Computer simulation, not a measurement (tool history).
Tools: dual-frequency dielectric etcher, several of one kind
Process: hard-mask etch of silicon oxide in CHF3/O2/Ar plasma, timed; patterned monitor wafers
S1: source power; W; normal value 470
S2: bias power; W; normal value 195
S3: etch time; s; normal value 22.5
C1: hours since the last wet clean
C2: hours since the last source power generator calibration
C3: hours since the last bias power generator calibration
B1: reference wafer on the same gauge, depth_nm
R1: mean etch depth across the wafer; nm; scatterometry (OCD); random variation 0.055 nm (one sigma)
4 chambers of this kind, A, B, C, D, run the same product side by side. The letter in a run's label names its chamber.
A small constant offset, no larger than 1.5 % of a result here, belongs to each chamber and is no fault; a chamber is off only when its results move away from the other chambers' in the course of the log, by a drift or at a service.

Run 1B, hour 6.8: usual settings; C1 314.6; C2 2091.2; C3 1260.6; B1 49.807. Result: R1 42.123 nm.
Run 2D, hour 12.5: usual settings; C1 211.4; C2 3565.3; C3 4041.2; B1 49.804. Result: R1 41.941 nm.
Run 3A, hour 17.4: usual settings; C1 87.3; C2 401.8; C3 2911.0; B1 49.822. Result: R1 41.735 nm.
Run 4C, hour 23.3: usual settings; C1 277.7; C2 2795.2; C3 2477.5; B1 49.837. Result: R1 41.607 nm.
At hour 27.0: chamber B: wet clean of the chamber.
Run 5A, hour 30.6: usual settings but S1 390 W, S2 172 W; C1 100.5; C2 415.0; C3 2924.2; B1 49.833. Result: R1 37.266 nm.
Run 6C, hour 36.1: usual settings but S1 390 W, S2 172 W; C1 290.5; C2 2808.0; C3 2490.3; B1 49.849. Result: R1 37.097 nm.
Run 7D, hour 45.2: usual settings but S1 390 W, S2 172 W; C1 244.1; C2 3598.0; C3 4073.9; B1 49.859. Result: R1 37.439 nm.
Run 8B, hour 51.1: usual settings but S1 390 W, S2 172 W; C1 24.2; C2 2135.5; C3 1304.9; B1 49.845. Result: R1 37.599 nm.
Run 9C, hour 55.9: usual settings; C1 310.3; C2 2827.8; C3 2510.1; B1 49.864. Result: R1 41.646 nm.
Run 10D, hour 66.0: usual settings; C1 264.9; C2 3618.8; C3 4094.7; B1 49.881. Result: R1 41.947 nm.
Run 11A, hour 75.8: usual settings; C1 145.7; C2 460.2; C3 2969.4; B1 49.894. Result: R1 41.724 nm.
Run 12B, hour 82.2: usual settings; C1 55.3; C2 2166.6; C3 1336.0; B1 49.895. Result: R1 42.139 nm.
Run 13B, hour 88.5: usual settings but S1 390 W; C1 61.6; C2 2172.9; C3 1342.3; B1 49.904. Result: R1 39.252 nm.
Run 14D, hour 95.9: usual settings but S1 390 W; C1 294.8; C2 3648.7; C3 4124.6; B1 49.913. Result: R1 39.077 nm.
Run 15A, hour 104.9: usual settings but S1 390 W; C1 174.8; C2 489.3; C3 2998.5; B1 49.921. Result: R1 38.889 nm.
Run 16C, hour 112.2: usual settings but S1 390 W; C1 366.6; C2 2884.1; C3 2566.4; B1 49.942. Result: R1 38.928 nm.
Run 17B, hour 119.0: usual settings; C1 92.1; C2 2203.4; C3 1372.8; B1 49.935. Result: R1 42.269 nm.
Run 18A, hour 129.6: usual settings; C1 199.5; C2 514.0; C3 3023.2; B1 49.961. Result: R1 41.774 nm.
Run 19D, hour 139.4: usual settings; C1 338.3; C2 3692.2; C3 4168.1; B1 49.958. Result: R1 42.053 nm.
Run 20C, hour 150.1: usual settings but S1 510 W; C1 404.5; C2 2922.0; C3 2604.3; B1 49.983. Result: R1 43.177 nm.
At hour 153.2: chamber D: wet clean of the chamber.
Run 21D, hour 158.0: usual settings but S1 510 W; C1 4.9; C2 3710.8; C3 4186.7; B1 50.001. Result: R1 43.312 nm.
Run 22B, hour 169.1: usual settings but S1 510 W; C1 142.2; C2 2253.5; C3 1422.9; B1 49.993. Result: R1 43.597 nm.
Run 23A, hour 177.8: usual settings but S1 510 W; C1 247.7; C2 562.2; C3 3071.4; B1 50.005. Result: R1 43.200 nm.
Run 24C, hour 184.4: usual settings; C1 438.8; C2 2956.3; C3 2638.6; B1 50.020. Result: R1 41.889 nm.
Run 25C, hour 194.7: usual settings; C1 449.1; C2 2966.6; C3 2648.9; B1 50.040. Result: R1 41.852 nm.
Run 26A, hour 199.9: usual settings; C1 269.8; C2 584.3; C3 3093.5; B1 50.060. Result: R1 41.926 nm.
Run 27B, hour 209.6: usual settings; C1 182.7; C2 2294.0; C3 1463.4; B1 50.042. Result: R1 42.260 nm.
Run 28D, hour 215.0: usual settings; C1 61.9; C2 3767.8; C3 4243.7; B1 50.063. Result: R1 42.106 nm.

All chambers now run identical settings, listed one chamber a line with results as question marks. What results will each chamber show?
Run 29A, hour 223.0: usual settings. Result: R1 ?.
Run 29B, hour 223.0: usual settings. Result: R1 ?.
Run 29C, hour 223.0: usual settings. Result: R1 ?.
Run 29D, hour 223.0: usual settings. Result: R1 ?.

run      R1
29A  41.993
29B  42.300
29C  41.928
29D  42.102
